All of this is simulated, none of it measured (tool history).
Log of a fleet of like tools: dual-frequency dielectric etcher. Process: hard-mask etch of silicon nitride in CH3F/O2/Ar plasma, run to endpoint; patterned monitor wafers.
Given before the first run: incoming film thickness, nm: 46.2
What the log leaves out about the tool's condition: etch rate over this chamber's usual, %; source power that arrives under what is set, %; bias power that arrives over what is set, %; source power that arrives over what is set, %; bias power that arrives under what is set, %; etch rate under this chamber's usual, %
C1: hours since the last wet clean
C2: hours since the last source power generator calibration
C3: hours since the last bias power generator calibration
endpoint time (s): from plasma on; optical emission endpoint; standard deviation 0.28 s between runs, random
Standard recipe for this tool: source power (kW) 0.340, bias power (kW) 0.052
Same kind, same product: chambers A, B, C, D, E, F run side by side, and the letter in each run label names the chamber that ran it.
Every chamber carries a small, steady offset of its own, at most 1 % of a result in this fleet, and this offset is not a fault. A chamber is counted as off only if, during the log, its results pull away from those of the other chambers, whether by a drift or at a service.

run 1B hour=9.5 | source_power_(kW)=0.340 bias_power_(kW)=0.052 | C1=371.9 C2=578.0 C3=2759.4 | endpoint_time_(s)=78.867
run 2C hour=16.8 | source_power_(kW)=0.340 bias_power_(kW)=0.052 | C1=287.4 C2=2506.6 C3=3267.7 | endpoint_time_(s)=79.026
run 3A hour=21.8 | source_power_(kW)=0.340 bias_power_(kW)=0.052 | C1=232.4 C2=2078.0 C3=802.7 | endpoint_time_(s)=78.709
run 4D hour=31.7 | source_power_(kW)=0.340 bias_power_(kW)=0.052 | C1=277.7 C2=3915.2 C3=1831.3 | endpoint_time_(s)=79.043
run 5F hour=39.5 | source_power_(kW)=0.340 bias_power_(kW)=0.052 | C1=158.9 C2=3487.4 C3=3432.5 | endpoint_time_(s)=78.640
run 6E hour=44.3 | source_power_(kW)=0.410 bias_power_(kW)=0.052 | C1=549.6 C2=914.6 C3=1815.4 | endpoint_time_(s)=73.818
-- hour=46.8 chamber E: wet clean of the chamber
run 7B hour=51.1 | source_power_(kW)=0.410 bias_power_(kW)=0.052 | C1=413.5 C2=619.6 C3=2801.0 | endpoint_time_(s)=73.382
run 8C hour=56.6 | source_power_(kW)=0.410 bias_power_(kW)=0.052 | C1=327.2 C2=2546.4 C3=3307.5 | endpoint_time_(s)=73.768
-- hour=58.7 chamber B: wet clean of the chamber
run 9F hour=61.8 | source_power_(kW)=0.410 bias_power_(kW)=0.052 | C1=181.2 C2=3509.7 C3=3454.8 | endpoint_time_(s)=73.046
run 10E hour=70.0 | source_power_(kW)=0.410 bias_power_(kW)=0.052 | C1=23.3 C2=940.3 C3=1841.1 | endpoint_time_(s)=73.767
run 11D hour=77.5 | source_power_(kW)=0.410 bias_power_(kW)=0.052 | C1=323.5 C2=3961.0 C3=1877.1 | endpoint_time_(s)=73.627
run 12A hour=87.2 | source_power_(kW)=0.340 bias_power_(kW)=0.052 | C1=297.8 C2=2143.4 C3=868.1 | endpoint_time_(s)=78.514
run 13A hour=91.7 | source_power_(kW)=0.340 bias_power_(kW)=0.052 | C1=302.3 C2=2147.9 C3=872.6 | endpoint_time_(s)=78.349
run 14B hour=100.2 | source_power_(kW)=0.340 bias_power_(kW)=0.052 | C1=41.5 C2=668.7 C3=2850.1 | endpoint_time_(s)=78.977
run 15C hour=105.3 | source_power_(kW)=0.340 bias_power_(kW)=0.052 | C1=375.9 C2=2595.1 C3=3356.2 | endpoint_time_(s)=78.972
run 16E hour=115.0 | source_power_(kW)=0.320 bias_power_(kW)=0.063 | C1=68.3 C2=985.3 C3=1886.1 | endpoint_time_(s)=76.242
run 17F hour=124.6 | source_power_(kW)=0.320 bias_power_(kW)=0.063 | C1=244.0 C2=3572.5 C3=3517.6 | endpoint_time_(s)=75.663
run 18D hour=133.5 | source_power_(kW)=0.320 bias_power_(kW)=0.063 | C1=379.5 C2=4017.0 C3=1933.1 | endpoint_time_(s)=76.135
run 19D hour=141.2 | source_power_(kW)=0.320 bias_power_(kW)=0.063 | C1=387.2 C2=4024.7 C3=1940.8 | endpoint_time_(s)=75.943
run 20B hour=150.0 | source_power_(kW)=0.320 bias_power_(kW)=0.063 | C1=91.3 C2=718.5 C3=2899.9 | endpoint_time_(s)=75.434
run 21C hour=158.3 | source_power_(kW)=0.320 bias_power_(kW)=0.063 | C1=428.9 C2=2648.1 C3=3409.2 | endpoint_time_(s)=75.734
run 22E hour=162.6 | source_power_(kW)=0.340 bias_power_(kW)=0.052 | C1=115.9 C2=1032.9 C3=1933.7 | endpoint_time_(s)=78.705
run 23F hour=171.9 | source_power_(kW)=0.340 bias_power_(kW)=0.052 | C1=291.3 C2=3619.8 C3=3564.9 | endpoint_time_(s)=78.635
run 24A hour=178.6 | source_power_(kW)=0.340 bias_power_(kW)=0.052 | C1=389.2 C2=2234.8 C3=959.5 | endpoint_time_(s)=79.004
run 25C hour=187.1 | source_power_(kW)=0.340 bias_power_(kW)=0.052 | C1=457.7 C2=2676.9 C3=3438.0 | endpoint_time_(s)=78.277
run 26B hour=197.0 | source_power_(kW)=0.340 bias_power_(kW)=0.052 | C1=138.3 C2=765.5 C3=2946.9 | endpoint_time_(s)=78.583
run 27D hour=203.6 | source_power_(kW)=0.340 bias_power_(kW)=0.052 | C1=449.6 C2=4087.1 C3=2003.2 | endpoint_time_(s)=79.495
run 28A hour=210.3 | source_power_(kW)=0.340 bias_power_(kW)=0.052 | C1=420.9 C2=2266.5 C3=991.2 | endpoint_time_(s)=78.856
run 29F hour=215.7 | source_power_(kW)=0.340 bias_power_(kW)=0.052 | C1=335.1 C2=3663.6 C3=3608.7 | endpoint_time_(s)=77.563
run 30E hour=220.9 | source_power_(kW)=0.340 bias_power_(kW)=0.052 | C1=174.2 C2=1091.2 C3=1992.0 | endpoint_time_(s)=79.263
run 31B hour=225.9 | source_power_(kW)=0.340 bias_power_(kW)=0.052 | C1=167.2 C2=794.4 C3=2975.8 | endpoint_time_(s)=78.829
-- hour=232.0 chamber C: wet clean of the chamber
-- hour=235.2 chamber C: bias power generator calibrated
run 32F hour=235.3 | source_power_(kW)=0.340 bias_power_(kW)=0.044 | C1=354.7 C2=3683.2 C3=3628.3 | endpoint_time_(s)=82.123
run 33A hour=244.8 | source_power_(kW)=0.340 bias_power_(kW)=0.044 | C1=455.4 C2=2301.0 C3=1025.7 | endpoint_time_(s)=82.845
run 34C hour=252.1 | source_power_(kW)=0.340 bias_power_(kW)=0.044 | C1=20.2 C2=2741.9 C3=17.0 | endpoint_time_(s)=83.280
run 35E hour=259.1 | source_power_(kW)=0.340 bias_power_(kW)=0.044 | C1=212.4 C2=1129.4 C3=2030.2 | endpoint_time_(s)=83.612
run 36D hour=267.6 | source_power_(kW)=0.340 bias_power_(kW)=0.044 | C1=513.6 C2=4151.1 C3=2067.2 | endpoint_time_(s)=83.745
run 37A hour=273.8 | source_power_(kW)=0.340 bias_power_(kW)=0.044 | C1=484.4 C2=2330.0 C3=1054.7 | endpoint_time_(s)=83.197
run 38C hour=282.4 | source_power_(kW)=0.340 bias_power_(kW)=0.052 | C1=50.5 C2=2772.2 C3=47.3 | endpoint_time_(s)=78.442
-- hour=283.5 chamber D: wet clean of the chamber
run 39E hour=288.6 | source_power_(kW)=0.340 bias_power_(kW)=0.052 | C1=241.9 C2=1158.9 C3=2059.7 | endpoint_time_(s)=79.237
run 40D hour=293.2 | source_power_(kW)=0.340 bias_power_(kW)=0.052 | C1=9.8 C2=4176.7 C3=2092.8 | endpoint_time_(s)=78.928
run 41F hour=302.9 | source_power_(kW)=0.340 bias_power_(kW)=0.052 | C1=422.3 C2=3750.8 C3=3695.9 | endpoint_time_(s)=77.455
run 42B hour=311.6 | source_power_(kW)=0.340 bias_power_(kW)=0.052 | C1=252.9 C2=880.1 C3=3061.5 | endpoint_time_(s)=78.858

Has any chamber moved away from the others, gradually or after a service, or does the common gauge drift, or do the chambers differ only by their own small steady offsets? State the chamber and the most likely cause if one applies.

It is chamber F that slowly wanders off from its peers.
Most likely cause: etch rate over this chamber's usual, % = 2.02.
With only this log, it may be confused with: source power that arrives over what is set, %.

Which of the 4 candidates below, each the usual settings with something changed and its results left as question marks, puts chamber F back in line with what the other chambers give on the usual settings?
A result is in line if it is within this distance of the other chambers' mean on the usual settings: endpoint time (s) 0.970
run 43F-1 hour=318.8 | source_power_(kW)=0.320 bias_power_(kW)=0.049 | endpoint_time_(s)=?
run 43F-2 hour=318.8 | source_power_(kW)=0.350 bias_power_(kW)=0.053 | endpoint_time_(s)=?
run 43F-3 hour=318.8 | source_power_(kW)=0.360 bias_power_(kW)=0.055 | endpoint_time_(s)=?
run 43F-4 hour=318.8 | source_power_(kW)=0.320 bias_power_(kW)=0.052 | endpoint_time_(s)=?

Average result of the remaining chambers running the usual settings: endpoint time (s) 78.892
run=43F-1 endpoint_time_(s)=80.713
run=43F-2 endpoint_time_(s)=75.992
run=43F-3 endpoint_time_(s)=74.262
run=43F-4 endpoint_time_(s)=79.170
Change 43F-4 lands the chamber within the allowed miss of the other chambers.
